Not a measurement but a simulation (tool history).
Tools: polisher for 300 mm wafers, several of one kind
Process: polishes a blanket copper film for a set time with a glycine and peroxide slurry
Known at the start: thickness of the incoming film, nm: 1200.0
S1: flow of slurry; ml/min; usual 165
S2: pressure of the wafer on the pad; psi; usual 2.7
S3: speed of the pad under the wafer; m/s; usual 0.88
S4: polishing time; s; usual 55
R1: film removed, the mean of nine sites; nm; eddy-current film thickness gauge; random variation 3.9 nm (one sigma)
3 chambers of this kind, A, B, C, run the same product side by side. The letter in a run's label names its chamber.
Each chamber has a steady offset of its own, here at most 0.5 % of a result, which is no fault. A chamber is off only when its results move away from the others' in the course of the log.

run     day   S1   S2    S3  S4      R1
      0.029  -- chamber B: worn pad replaced by a new one
 1C   0.292  165  2.7  0.88  55  292.05
 2A   0.646  165  2.7  0.88  55  290.55
 3B    1.05  165  2.7  0.88  55  298.36
 4B   1.488  165  2.7  0.88  55  286.05
 5A   1.688  165  2.7  0.88  55  290.02
 6C   2.129  145  2.7  0.88  48  246.84
      2.338  -- chamber B: worn pad replaced by a new one
 7A   2.496  145  2.7  0.88  48  250.28
 8C   2.838  145  2.7  0.88  48  251.28
      3.054  -- chamber C: worn pad replaced by a new one
 9B   3.179  165  2.7  0.88  55   294.2
10C   3.596  195    2  0.88  55   231.9
11A   3.971  195    2  0.88  55  239.56
12B   4.358  195    2  0.88  55  245.85
13B   4.788  165  2.7  0.88  55  291.99
      4.796  -- chamber B: worn pad replaced by a new one
14A   5.058  200  2.7  0.88  55  296.52
15C   5.258  200  2.7  0.88  55  300.09
      5.446  -- chamber A: worn pad replaced by a new one
16C   5.583  200  2.7  0.88  55  291.18
17A   5.946  165  2.7  0.88  55  292.52
18B   6.175  165  2.7  0.88  55  293.21
19B   6.608  165  2.7  0.88  55   303.9
20A   7.046  165  2.7  0.88  55  295.89
        7.3  -- chamber B: worn pad replaced by a new one
21C   7.379  165  2.7  0.88  55  294.21
      7.629  -- chamber C: worn pad replaced by a new one
22B   7.654  165  2.7  0.88  55  292.45
23C   7.958  165  2.7  0.88  55  288.69
      8.196  -- chamber A: slurry nozzle cleaned
24A   8.288  165  2.7  0.88  55  288.26
25B    8.65  115  2.7  0.88  44  216.16
26A   8.996  115  2.7  0.88  44  223.29
27C   9.238  115  2.7  0.88  44  213.62
      9.242  -- chamber A: head pressure recalibrated
28B   9.454  115  2.7   0.6  55  202.96
      9.721  -- chamber B: head pressure recalibrated
29C   9.833  115  2.7   0.6  55  208.26
       10.1  -- chamber B: worn pad replaced by a new one
30A  10.167  115  2.7   0.6  55  199.58
31B   10.55  165  2.7     1  69  410.68
32C  10.779  165  2.7     1  69  409.54
33A  11.071  165  2.7     1  69   406.5
34B  11.354  165  2.7  0.88  55  289.25
     11.412  -- chamber A: worn pad replaced by a new one
35A  11.654  165  2.7  0.88  55  294.18
36C  12.058  165  2.7  0.88  55  294.38
     12.158  -- chamber C: slurry nozzle cleaned
37C  12.271  165  2.7  0.88  55  290.36
     12.292  -- chamber C: worn pad replaced by a new one
     12.508  -- chamber B: worn pad replaced by a new one
38B  12.612  165  2.7  0.88  55  296.18
39A  12.812  165  2.7  0.88  55  295.31
40C  13.154  165  2.7  0.88  55  292.25
41B  13.358  165  2.7  0.88  55  299.24

Next, every chamber runs the same settings. What will each give?
42A  13.688  165  2.7  1.04  55   ?
42B  13.688  165  2.7  1.04  55   ?
42C  13.688  165  2.7  1.04  55   ?

run      R1
42A  340.22
42B  333.94
42C  333.04
